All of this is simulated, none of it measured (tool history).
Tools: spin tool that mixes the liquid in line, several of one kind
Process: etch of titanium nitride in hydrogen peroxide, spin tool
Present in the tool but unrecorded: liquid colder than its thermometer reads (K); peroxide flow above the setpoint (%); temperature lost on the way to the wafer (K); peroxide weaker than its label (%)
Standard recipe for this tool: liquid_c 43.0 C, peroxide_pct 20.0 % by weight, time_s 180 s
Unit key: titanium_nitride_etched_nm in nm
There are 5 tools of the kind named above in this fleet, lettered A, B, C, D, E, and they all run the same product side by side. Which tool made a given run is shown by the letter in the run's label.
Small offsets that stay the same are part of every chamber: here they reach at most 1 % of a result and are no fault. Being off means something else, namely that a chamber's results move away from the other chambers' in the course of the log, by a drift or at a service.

| run | hour | liquid_c | peroxide_pct | time_s | hours since the thermometer was replaced | hours since the peroxide flow meter was replaced | hours since the heated supply line was repaired | hours since the drum of peroxide was connected | read-back film thickness of the titanium nitride reference wafer, read on the same gauge (nm) | titanium_nitride_etched_nm |
|---|---|---|---|---|---|---|---|---|---|---|
| 1C | 3.1 | 43.0 | 20.0 | 180 | 1383.5 | 1642.7 | 2232.4 | 1016.5 | 150.02 | 2.73520 |
| 2B | 6.8 | 43.0 | 20.0 | 180 | 8.4 | 50.1 | 2296.8 | 402.5 | 149.99 | 2.68910 |
| 3D | 9.5 | 43.0 | 20.0 | 180 | 775.6 | 2238.1 | 1581.4 | 646.9 | 150.00 | 2.74010 |
| 4E | 14.4 | 43.0 | 20.0 | 180 | 2034.6 | 638.7 | 834.9 | 351.6 | 149.99 | 2.75630 |
| 5A | 18.4 | 43.0 | 20.0 | 180 | 1777.2 | 477.8 | 1330.5 | 228.1 | 150.02 | 2.68140 |
| 6E | 22.2 | 43.0 | 20.0 | 180 | 2042.4 | 646.5 | 842.7 | 359.4 | 149.99 | 2.74530 |
| 7A | 25.2 | 43.0 | 20.0 | 180 | 1784.0 | 484.6 | 1337.3 | 234.9 | 150.05 | 2.74880 |
| 8B | 30.5 | 43.0 | 20.0 | 180 | 32.1 | 73.8 | 2320.5 | 426.2 | 150.01 | 2.67390 |
| 9C | 36.1 | 43.0 | 20.0 | 180 | 1416.5 | 1675.7 | 2265.4 | 1049.5 | 149.99 | 2.70410 |
| 10D | 41.4 | 43.0 | 24.5 | 180 | 807.5 | 2270.0 | 1613.3 | 678.8 | 150.00 | 2.86660 |
|  | 42.2 | chamber A: peroxide flow meter replaced |
| 11C | 44.6 | 43.0 | 24.5 | 180 | 1425.0 | 1684.2 | 2273.9 | 1058.0 | 150.00 | 2.84410 |
| 12A | 49.2 | 43.0 | 24.5 | 180 | 1808.0 | 7.1 | 1361.3 | 258.9 | 149.98 | 2.83820 |
| 13B | 54.5 | 43.0 | 24.5 | 180 | 56.1 | 97.8 | 2344.5 | 450.2 | 149.98 | 2.83390 |
| 14D | 58.5 | 43.0 | 24.5 | 180 | 824.6 | 2287.1 | 1630.4 | 695.9 | 150.00 | 2.79040 |
| 15E | 63.0 | 43.0 | 20.0 | 180 | 2083.2 | 687.3 | 883.5 | 400.2 | 150.01 | 2.73070 |
|  | 65.1 | chamber E: thermometer replaced |
| 16B | 66.4 | 43.0 | 20.0 | 180 | 68.0 | 109.7 | 2356.4 | 462.1 | 149.99 | 2.72260 |
| 17A | 69.9 | 43.0 | 20.0 | 180 | 1828.7 | 27.8 | 1382.0 | 279.6 | 149.99 | 2.72300 |
| 18D | 73.1 | 43.0 | 20.0 | 180 | 839.2 | 2301.7 | 1645.0 | 710.5 | 149.98 | 2.64170 |
| 19E | 76.2 | 43.0 | 20.0 | 180 | 11.2 | 700.5 | 896.7 | 413.4 | 150.00 | 2.76340 |
| 20C | 81.1 | 43.0 | 20.0 | 180 | 1461.5 | 1720.7 | 2310.4 | 1094.5 | 150.02 | 2.74110 |
| 21A | 84.4 | 33.5 | 20.0 | 120 | 1843.2 | 42.3 | 1396.5 | 294.1 | 150.00 | 0.85415 |
| 22D | 89.4 | 33.5 | 20.0 | 120 | 855.5 | 2318.0 | 1661.3 | 726.8 | 150.02 | 0.83430 |
| 23C | 93.2 | 33.5 | 20.0 | 120 | 1473.6 | 1732.8 | 2322.5 | 1106.6 | 149.95 | 0.86978 |
|  | 94.6 | chamber C: peroxide flow meter replaced |
| 24E | 96.8 | 33.5 | 20.0 | 120 | 31.8 | 721.1 | 917.3 | 434.0 | 149.97 | 0.87004 |
| 25B | 101.8 | 33.5 | 20.0 | 120 | 103.4 | 145.1 | 2391.8 | 497.5 | 150.01 | 0.85172 |
| 26D | 105.3 | 43.0 | 20.0 | 250 | 871.4 | 2333.9 | 1677.2 | 742.7 | 150.01 | 3.56690 |
| 27B | 107.8 | 43.0 | 20.0 | 250 | 109.4 | 151.1 | 2397.8 | 503.5 | 149.99 | 3.75310 |
| 28C | 110.5 | 43.0 | 20.0 | 250 | 1490.9 | 16.0 | 2339.8 | 1123.9 | 150.01 | 3.78140 |
|  | 111.8 | chamber A: thermometer replaced |
| 29A | 113.0 | 43.0 | 20.0 | 250 | 1.2 | 70.9 | 1425.1 | 322.7 | 150.02 | 3.81240 |
| 30E | 116.5 | 43.0 | 20.0 | 250 | 51.5 | 740.8 | 937.0 | 453.7 | 150.00 | 3.81810 |
| 31A | 120.6 | 43.0 | 20.0 | 180 | 8.8 | 78.5 | 1432.7 | 330.3 | 149.98 | 2.74420 |
| 32D | 123.6 | 43.0 | 17.5 | 180 | 889.7 | 2352.2 | 1695.5 | 761.0 | 150.00 | 2.52860 |
| 33C | 126.9 | 43.0 | 17.5 | 180 | 1507.3 | 32.4 | 2356.2 | 1140.3 | 149.98 | 2.60930 |
| 34E | 129.4 | 43.0 | 17.5 | 180 | 64.4 | 753.7 | 949.9 | 466.6 | 150.00 | 2.67510 |
| 35B | 133.5 | 43.0 | 17.5 | 180 | 135.1 | 176.8 | 2423.5 | 529.2 | 150.03 | 2.64580 |
| 36D | 138.1 | 43.0 | 17.5 | 180 | 904.2 | 2366.7 | 1710.0 | 775.5 | 150.01 | 2.47970 |
| 37A | 142.2 | 43.0 | 20.0 | 180 | 30.4 | 100.1 | 1454.3 | 351.9 | 149.99 | 2.72620 |
| 38C | 145.2 | 43.0 | 20.0 | 180 | 1525.6 | 50.7 | 2374.5 | 1158.6 | 149.98 | 2.79140 |
| 39B | 148.5 | 43.0 | 20.0 | 180 | 150.1 | 191.8 | 2438.5 | 544.2 | 149.96 | 2.71620 |
| 40E | 152.6 | 43.0 | 20.0 | 180 | 87.6 | 776.9 | 973.1 | 489.8 | 149.97 | 2.78300 |
| 41C | 157.7 | 43.0 | 20.0 | 180 | 1538.1 | 63.2 | 2387.0 | 1171.1 | 150.01 | 2.70980 |
| 42A | 162.5 | 43.0 | 20.0 | 180 | 50.7 | 120.4 | 1474.6 | 372.2 | 150.00 | 2.72090 |
| 43B | 168.0 | 43.0 | 20.0 | 180 | 169.6 | 211.3 | 2458.0 | 563.7 | 149.99 | 2.66720 |

Which is it: a chamber that has drifted or been left off by a service, a gauge drift common to all chambers, or only each chamber's usual small offset? If a chamber is off, name it and its likeliest cause.

It is chamber D that slowly wanders off from its peers.
Most likely cause: temperature lost on the way to the wafer (K) = 1.09.
The log may not tell that from: liquid colder than its thermometer reads (K).

Chamber D could run next with any of the 4 candidate recipes listed below; each alters the usual settings, and their results appear as question marks. Which one brings its results back in line with what the other chambers deliver on the usual settings?
Allowed miss from the other chambers' usual-settings mean, per result, to count as in line: titanium_nitride_etched_nm 0.07800 nm
| 44D-1 | 172.1 | 43.0 | 20.0 | 165 |  |  |  |  |  | ? |
| 44D-2 | 172.1 | 43.0 | 20.0 | 195 |  |  |  |  |  | ? |
| 44D-3 | 172.1 | 42.5 | 20.0 | 180 |  |  |  |  |  | ? |
| 44D-4 | 172.1 | 43.0 | 20.0 | 185 |  |  |  |  |  | ? |

The mean the other chambers reach with the usual settings: titanium_nitride_etched_nm 2.72370 nm
| run | titanium_nitride_etched_nm |
|---|---|
| 44D-1 | 2.28060 |
| 44D-2 | 2.69530 |
| 44D-3 | 2.39510 |
| 44D-4 | 2.55710 |
44D-2 is the one that brings the chamber's results back in line with the other chambers.
